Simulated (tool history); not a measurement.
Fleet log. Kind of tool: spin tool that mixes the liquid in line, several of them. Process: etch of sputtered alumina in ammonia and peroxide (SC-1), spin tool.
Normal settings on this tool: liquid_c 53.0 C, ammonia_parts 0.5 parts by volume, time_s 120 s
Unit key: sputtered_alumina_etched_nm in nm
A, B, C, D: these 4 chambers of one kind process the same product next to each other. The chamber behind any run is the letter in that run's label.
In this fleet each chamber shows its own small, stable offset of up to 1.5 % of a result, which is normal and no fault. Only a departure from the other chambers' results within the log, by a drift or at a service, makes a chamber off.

| run | hour | liquid_c | ammonia_parts | time_s | read-back film thickness of the sputtered alumina reference wafer, read on the same gauge (nm) | sputtered_alumina_etched_nm |
|---|---|---|---|---|---|---|
|  | 2.7 | chamber D: heated supply line repaired |
| 1A | 12.0 | 53.0 | 0.5 | 120 | 129.98 | 6.7037 |
| 2B | 24.1 | 53.0 | 0.5 | 120 | 130.02 | 6.6510 |
| 3D | 37.3 | 53.0 | 0.5 | 120 | 129.99 | 6.6491 |
| 4C | 48.5 | 53.0 | 0.5 | 120 | 129.99 | 6.7469 |
| 5B | 57.5 | 53.0 | 0.5 | 120 | 130.01 | 6.6863 |
|  | 58.3 | chamber D: thermometer replaced |
| 6D | 70.4 | 53.0 | 0.5 | 120 | 130.00 | 6.6743 |
| 7C | 81.1 | 53.0 | 0.5 | 120 | 130.01 | 6.6868 |
| 8A | 89.2 | 53.0 | 0.5 | 120 | 130.02 | 6.6837 |
| 9C | 100.5 | 53.0 | 0.6 | 120 | 130.02 | 6.7517 |
| 10D | 111.1 | 53.0 | 0.6 | 120 | 130.01 | 6.6987 |
| 11A | 117.9 | 53.0 | 0.6 | 120 | 129.99 | 6.8483 |
| 12B | 124.3 | 53.0 | 0.6 | 120 | 130.01 | 6.7405 |
|  | 129.9 | chamber C: ammonia flow meter replaced |
| 13A | 134.8 | 53.0 | 0.5 | 120 | 130.00 | 6.7555 |
| 14D | 145.5 | 53.0 | 0.5 | 120 | 130.01 | 6.6574 |
| 15B | 153.3 | 53.0 | 0.5 | 120 | 130.00 | 6.7038 |
| 16C | 159.3 | 44.5 | 0.5 | 120 | 130.03 | 4.1958 |
|  | 170.6 | chamber A: new drum of ammonia solution connected |
| 17B | 171.6 | 44.5 | 0.5 | 120 | 130.01 | 4.0946 |
| 18A | 177.9 | 44.5 | 0.5 | 120 | 129.99 | 4.2316 |
| 19D | 190.2 | 44.5 | 0.5 | 120 | 129.99 | 4.1366 |
| 20C | 203.5 | 53.0 | 0.5 | 120 | 130.02 | 6.7242 |
|  | 206.1 | chamber A: heated supply line repaired |
| 21D | 213.1 | 53.0 | 0.5 | 120 | 129.99 | 6.6610 |
| 22C | 226.2 | 53.0 | 0.5 | 120 | 130.00 | 6.6896 |
| 23B | 236.5 | 53.0 | 0.5 | 120 | 129.99 | 6.6837 |
| 24A | 243.6 | 53.0 | 0.5 | 120 | 129.99 | 6.7681 |

For the next run the whole fleet of 4 chambers uses the same settings. Give each chamber's results:
| 25A | 253.3 | 53.0 | 0.3 | 120 |  | ? |
| 25B | 253.3 | 53.0 | 0.3 | 120 |  | ? |
| 25C | 253.3 | 53.0 | 0.3 | 120 |  | ? |
| 25D | 253.3 | 53.0 | 0.3 | 120 |  | ? |

| run | sputtered_alumina_etched_nm |
|---|---|
| 25A | 6.4237 |
| 25B | 6.2873 |
| 25C | 6.3579 |
| 25D | 6.3440 |

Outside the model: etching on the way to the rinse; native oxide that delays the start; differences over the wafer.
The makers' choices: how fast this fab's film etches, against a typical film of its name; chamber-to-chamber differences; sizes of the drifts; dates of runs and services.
